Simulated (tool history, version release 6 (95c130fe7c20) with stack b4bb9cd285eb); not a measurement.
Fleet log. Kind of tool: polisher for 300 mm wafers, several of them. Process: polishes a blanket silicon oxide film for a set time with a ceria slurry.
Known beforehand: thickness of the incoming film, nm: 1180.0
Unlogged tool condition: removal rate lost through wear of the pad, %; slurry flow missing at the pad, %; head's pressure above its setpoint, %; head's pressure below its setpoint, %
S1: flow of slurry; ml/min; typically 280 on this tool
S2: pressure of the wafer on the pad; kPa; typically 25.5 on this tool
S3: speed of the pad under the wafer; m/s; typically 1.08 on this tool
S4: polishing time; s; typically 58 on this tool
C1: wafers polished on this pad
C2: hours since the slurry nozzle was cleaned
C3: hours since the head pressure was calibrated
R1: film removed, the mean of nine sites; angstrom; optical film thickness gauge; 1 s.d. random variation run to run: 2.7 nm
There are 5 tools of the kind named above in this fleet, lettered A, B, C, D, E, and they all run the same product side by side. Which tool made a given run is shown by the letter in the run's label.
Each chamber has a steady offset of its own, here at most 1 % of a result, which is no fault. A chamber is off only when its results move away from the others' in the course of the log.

| run | day | S1 | S2 | S3 | S4 | C1 | C2 | C3 | R1 |
|---|---|---|---|---|---|---|---|---|---|
|  | 0.212 | chamber B: worn pad replaced by a new one |
| 1D | 0.225 | 280 | 25.5 | 1.08 | 58 | 700 | 468.7 | 598.2 | 2706.1 |
| 2E | 0.496 | 280 | 25.5 | 1.08 | 58 | 496 | 604.8 | 421.4 | 2715.0 |
|  | 0.638 | chamber C: worn pad replaced by a new one |
| 3C | 0.758 | 280 | 25.5 | 1.08 | 58 | 20 | 329.2 | 960.8 | 2746.7 |
| 4A | 0.933 | 280 | 25.5 | 1.08 | 58 | 276 | 264.3 | 768.1 | 2743.7 |
| 5B | 1.225 | 280 | 25.5 | 1.08 | 58 | 163 | 48.5 | 230.7 | 2683.3 |
| 6C | 1.558 | 280 | 25.5 | 1.08 | 58 | 149 | 348.4 | 980.0 | 2719.8 |
|  | 1.742 | chamber D: worn pad replaced by a new one |
| 7E | 1.746 | 280 | 25.5 | 1.08 | 58 | 698 | 634.8 | 451.4 | 2707.0 |
| 8B | 1.921 | 280 | 25.5 | 1.08 | 58 | 275 | 65.2 | 247.4 | 2691.0 |
| 9D | 2.262 | 280 | 25.5 | 1.08 | 58 | 84 | 517.6 | 647.1 | 2774.5 |
|  | 2.342 | chamber D: slurry nozzle cleaned |
| 10A | 2.429 | 280 | 25.5 | 1.08 | 58 | 517 | 300.2 | 804.0 | 2750.7 |
|  | 2.521 | chamber E: head pressure recalibrated |
| 11A | 2.588 | 280 | 25.5 | 1.24 | 58 | 543 | 304.0 | 807.8 | 3124.9 |
|  | 2.654 | chamber A: head pressure recalibrated |
| 12E | 2.950 | 280 | 25.5 | 1.24 | 58 | 892 | 663.7 | 10.4 | 3155.6 |
|  | 3.058 | chamber A: worn pad replaced by a new one |
| 13B | 3.188 | 280 | 25.5 | 1.24 | 58 | 480 | 95.6 | 277.8 | 3125.2 |
| 14D | 3.446 | 280 | 25.5 | 1.24 | 58 | 275 | 26.5 | 675.5 | 3166.1 |
|  | 3.471 | chamber E: worn pad replaced by a new one |
| 15C | 3.688 | 280 | 25.5 | 1.24 | 58 | 492 | 399.5 | 1031.1 | 3168.9 |
| 16A | 4.042 | 280 | 25.5 | 1.08 | 58 | 158 | 338.9 | 33.3 | 2763.2 |
| 17B | 4.292 | 280 | 25.5 | 1.08 | 58 | 658 | 122.1 | 304.3 | 2758.1 |
| 18E | 4.612 | 280 | 25.5 | 1.08 | 58 | 184 | 703.6 | 50.3 | 2719.5 |
|  | 4.742 | chamber B: worn pad replaced by a new one |
|  | 4.771 | chamber C: head pressure recalibrated |
| 19D | 4.921 | 280 | 25.5 | 1.08 | 58 | 513 | 61.9 | 710.9 | 2756.6 |
| 20C | 5.158 | 280 | 25.5 | 1.08 | 58 | 729 | 434.8 | 9.3 | 2430.0 |
| 21D | 5.392 | 280 | 25.5 | 1.08 | 58 | 589 | 73.2 | 722.2 | 2713.4 |
| 22A | 5.600 | 280 | 25.5 | 1.08 | 58 | 409 | 376.3 | 70.7 | 2753.5 |
|  | 5.867 | chamber C: slurry nozzle cleaned |
| 23C | 5.912 | 280 | 28.3 | 1.08 | 73 | 851 | 1.2 | 27.4 | 3314.2 |
|  | 6.171 | chamber A: worn pad replaced by a new one |
| 24E | 6.217 | 280 | 28.3 | 1.08 | 73 | 442 | 742.1 | 88.8 | 3854.6 |
| 25B | 6.483 | 280 | 28.3 | 1.08 | 73 | 281 | 174.7 | 356.9 | 3781.7 |
| 26D | 6.646 | 280 | 28.3 | 1.08 | 73 | 791 | 103.3 | 752.3 | 3832.0 |
| 27B | 6.925 | 280 | 28.3 | 1.08 | 73 | 352 | 185.3 | 367.5 | 3787.8 |
| 28A | 7.100 | 280 | 33.8 | 1.08 | 43 | 150 | 412.3 | 106.7 | 2645.1 |
| 29C | 7.383 | 280 | 33.8 | 1.08 | 43 | 1088 | 36.5 | 62.7 | 2344.7 |
|  | 7.467 | chamber C: worn pad replaced by a new one |
| 30E | 7.588 | 280 | 33.8 | 1.08 | 43 | 664 | 775.0 | 121.7 | 2668.3 |
| 31D | 7.888 | 280 | 33.8 | 1.08 | 43 | 991 | 133.1 | 782.1 | 2711.5 |
| 32A | 8.192 | 280 | 33.8 | 1.08 | 43 | 326 | 438.5 | 132.9 | 2673.9 |
| 33E | 8.350 | 280 | 25.5 | 1.08 | 58 | 786 | 793.3 | 140.0 | 2752.5 |
| 34C | 8.646 | 280 | 20.0 | 1.08 | 39 | 190 | 66.8 | 93.0 | 1283.5 |
| 35B | 8.871 | 280 | 20.0 | 1.08 | 39 | 666 | 232.0 | 414.2 | 1428.2 |
|  | 8.979 | chamber D: worn pad replaced by a new one |
| 36E | 9.092 | 280 | 20.0 | 1.08 | 39 | 906 | 811.1 | 157.8 | 1429.8 |
| 37D | 9.421 | 280 | 20.0 | 1.08 | 39 | 71 | 169.9 | 818.9 | 1439.2 |
|  | 9.425 | chamber B: worn pad replaced by a new one |
| 38C | 9.642 | 280 | 20.0 | 1.08 | 39 | 351 | 90.7 | 116.9 | 1271.5 |
|  | 9.854 | chamber A: worn pad replaced by a new one |
| 39B | 9.975 | 280 | 25.5 | 1.08 | 58 | 88 | 258.5 | 440.7 | 2683.8 |
| 40A | 10.162 | 280 | 25.5 | 1.08 | 58 | 50 | 485.8 | 180.2 | 2723.5 |

Is one chamber off against the others, does the gauge drift, or is nothing wrong? If a chamber is off, say which, and what the likeliest cause is.

The work done on chamber C during a service left it standing apart from the others.
Cause: head's pressure below its setpoint, % = 11.6.

Here are 4 candidates for chamber C's next run, each the usual settings with a change, their results left as question marks. Which one brings its results back in line with what the others give on the usual settings?
In line here means within this much of the mean the other chambers give on the usual settings: R1 96.0 angstrom
| 41C-1 | 10.421 | 280 | 22.8 | 1.08 | 58 |  |  |  | ? |
| 41C-2 | 10.421 | 280 | 26.9 | 1.16 | 58 |  |  |  | ? |
| 41C-3 | 10.421 | 280 | 24.8 | 1.04 | 58 |  |  |  | ? |
| 41C-4 | 10.421 | 280 | 26.9 | 1.08 | 58 |  |  |  | ? |

Other chambers, usual settings, mean: R1 2725.7 angstrom
| run | R1 |
|---|---|
| 41C-1 | 2146.1 |
| 41C-2 | 2726.4 |
| 41C-3 | 2253.5 |
| 41C-4 | 2536.3 |
Change 41C-2 lands the chamber within the allowed miss of the other chambers.
